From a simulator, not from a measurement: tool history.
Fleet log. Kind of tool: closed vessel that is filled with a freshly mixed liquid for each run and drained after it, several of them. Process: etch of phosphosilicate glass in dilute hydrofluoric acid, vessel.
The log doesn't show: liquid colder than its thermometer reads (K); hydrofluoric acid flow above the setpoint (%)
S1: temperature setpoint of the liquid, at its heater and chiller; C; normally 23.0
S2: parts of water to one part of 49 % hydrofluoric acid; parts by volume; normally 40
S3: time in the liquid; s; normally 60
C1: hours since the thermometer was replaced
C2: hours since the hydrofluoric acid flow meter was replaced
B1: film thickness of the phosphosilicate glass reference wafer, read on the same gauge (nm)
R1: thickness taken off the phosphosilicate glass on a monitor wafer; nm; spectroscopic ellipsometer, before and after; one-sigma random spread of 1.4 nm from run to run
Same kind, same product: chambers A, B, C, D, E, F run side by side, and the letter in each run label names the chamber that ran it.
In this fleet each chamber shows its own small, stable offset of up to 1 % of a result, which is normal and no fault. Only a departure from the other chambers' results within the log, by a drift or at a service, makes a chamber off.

run 1C hour=5.6 | S1=23.0 S2=40 S3=60 | C1=1343.8 C2=895.7 | B1=99.992 | R1=199.35
run 2F hour=10.4 | S1=23.0 S2=40 S3=60 | C1=873.9 C2=239.6 | B1=99.993 | R1=199.38
run 3B hour=15.9 | S1=23.0 S2=40 S3=60 | C1=499.9 C2=730.1 | B1=100.000 | R1=197.92
run 4A hour=20.5 | S1=23.0 S2=40 S3=60 | C1=1584.5 C2=60.0 | B1=100.010 | R1=198.68
run 5E hour=24.2 | S1=23.0 S2=40 S3=60 | C1=251.1 C2=720.5 | B1=100.000 | R1=197.74
run 6D hour=27.6 | S1=23.0 S2=40 S3=60 | C1=32.8 C2=344.4 | B1=99.982 | R1=200.35
run 7F hour=32.2 | S1=23.0 S2=40 S3=60 | C1=895.7 C2=261.4 | B1=100.010 | R1=199.09
run 8B hour=35.7 | S1=23.0 S2=40 S3=60 | C1=519.7 C2=749.9 | B1=99.997 | R1=199.84
run 9D hour=39.2 | S1=23.0 S2=40 S3=60 | C1=44.4 C2=356.0 | B1=99.998 | R1=203.30
run 10A hour=45.2 | S1=26.5 S2=40 S3=70 | C1=1609.2 C2=84.7 | B1=99.982 | R1=270.93
run 11C hour=49.8 | S1=26.5 S2=40 S3=70 | C1=1388.0 C2=939.9 | B1=100.000 | R1=272.64
run 12E hour=54.3 | S1=26.5 S2=40 S3=70 | C1=281.2 C2=750.6 | B1=100.000 | R1=269.96
run 13C hour=59.1 | S1=26.5 S2=40 S3=70 | C1=1397.3 C2=949.2 | B1=99.991 | R1=270.73
run 14F hour=64.1 | S1=26.5 S2=40 S3=70 | C1=927.6 C2=293.3 | B1=99.994 | R1=269.59
run 15A hour=68.7 | S1=26.5 S2=40 S3=70 | C1=1632.7 C2=108.2 | B1=99.988 | R1=268.49
run 16E hour=74.0 | S1=23.0 S2=40 S3=60 | C1=300.9 C2=770.3 | B1=100.000 | R1=200.30
run 17B hour=79.9 | S1=23.0 S2=40 S3=60 | C1=563.9 C2=794.1 | B1=99.999 | R1=195.54
run 18D hour=84.7 | S1=26.0 S2=40 S3=35 | C1=89.9 C2=401.5 | B1=99.991 | R1=134.24
run 19D hour=91.8 | S1=26.0 S2=40 S3=35 | C1=97.0 C2=408.6 | B1=99.997 | R1=134.11
run 20E hour=98.4 | S1=26.0 S2=40 S3=35 | C1=325.3 C2=794.7 | B1=100.010 | R1=129.56
run 21B hour=105.6 | S1=26.0 S2=40 S3=35 | C1=589.6 C2=819.8 | B1=100.000 | R1=131.27
-- hour=106.0 chamber A: thermometer replaced
run 22A hour=110.6 | S1=26.0 S2=40 S3=35 | C1=4.6 C2=150.1 | B1=100.020 | R1=130.50
run 23C hour=116.4 | S1=26.0 S2=40 S3=35 | C1=1454.6 C2=1006.5 | B1=100.020 | R1=133.55
run 24F hour=119.7 | S1=23.0 S2=40 S3=60 | C1=983.2 C2=348.9 | B1=100.010 | R1=198.97
run 25F hour=127.2 | S1=23.0 S2=40 S3=60 | C1=990.7 C2=356.4 | B1=99.999 | R1=200.51
run 26A hour=133.4 | S1=28.0 S2=40 S3=35 | C1=27.4 C2=172.9 | B1=100.000 | R1=141.62
run 27D hour=136.8 | S1=28.0 S2=40 S3=35 | C1=142.0 C2=453.6 | B1=99.995 | R1=149.56
run 28B hour=142.5 | S1=28.0 S2=40 S3=35 | C1=626.5 C2=856.7 | B1=100.000 | R1=141.79
run 29E hour=146.4 | S1=28.0 S2=40 S3=35 | C1=373.3 C2=842.7 | B1=99.982 | R1=142.85
run 30C hour=152.2 | S1=28.0 S2=40 S3=35 | C1=1490.4 C2=1042.3 | B1=99.998 | R1=144.93
run 31B hour=158.8 | S1=28.0 S2=40 S3=35 | C1=642.8 C2=873.0 | B1=100.020 | R1=141.45
run 32E hour=162.2 | S1=23.0 S2=40 S3=60 | C1=389.1 C2=858.5 | B1=99.998 | R1=201.97
run 33F hour=166.1 | S1=23.0 S2=40 S3=60 | C1=1029.6 C2=395.3 | B1=100.000 | R1=199.50
run 34C hour=172.0 | S1=25.0 S2=40 S3=30 | C1=1510.2 C2=1062.1 | B1=99.971 | R1=109.46
run 35A hour=177.7 | S1=25.0 S2=40 S3=30 | C1=71.7 C2=217.2 | B1=100.000 | R1=109.04
run 36D hour=184.0 | S1=25.0 S2=40 S3=30 | C1=189.2 C2=500.8 | B1=100.000 | R1=115.49
run 37B hour=189.6 | S1=25.0 S2=40 S3=30 | C1=673.6 C2=903.8 | B1=100.000 | R1=107.58
run 38E hour=197.0 | S1=25.0 S2=40 S3=30 | C1=423.9 C2=893.3 | B1=100.030 | R1=109.65
run 39D hour=204.2 | S1=25.0 S2=40 S3=30 | C1=209.4 C2=521.0 | B1=99.996 | R1=117.43
run 40F hour=210.9 | S1=23.0 S2=40 S3=60 | C1=1074.4 C2=440.1 | B1=99.995 | R1=202.43
run 41A hour=215.6 | S1=23.0 S2=40 S3=60 | C1=109.6 C2=255.1 | B1=100.010 | R1=200.55
run 42C hour=220.1 | S1=23.0 S2=40 S3=60 | C1=1558.3 C2=1110.2 | B1=99.999 | R1=198.88

All 6 chambers run these settings next. Forecast each chamber's results:
run 43A hour=225.4 | S1=23.0 S2=40 S3=60 | R1=?
run 43B hour=225.4 | S1=23.0 S2=40 S3=60 | R1=?
run 43C hour=225.4 | S1=23.0 S2=40 S3=60 | R1=?
run 43D hour=225.4 | S1=23.0 S2=40 S3=60 | R1=?
run 43E hour=225.4 | S1=23.0 S2=40 S3=60 | R1=?
run 43F hour=225.4 | S1=23.0 S2=40 S3=60 | R1=?

run=43A R1=200.72
run=43B R1=195.50
run=43C R1=202.48
run=43D R1=216.33
run=43E R1=201.04
run=43F R1=202.87

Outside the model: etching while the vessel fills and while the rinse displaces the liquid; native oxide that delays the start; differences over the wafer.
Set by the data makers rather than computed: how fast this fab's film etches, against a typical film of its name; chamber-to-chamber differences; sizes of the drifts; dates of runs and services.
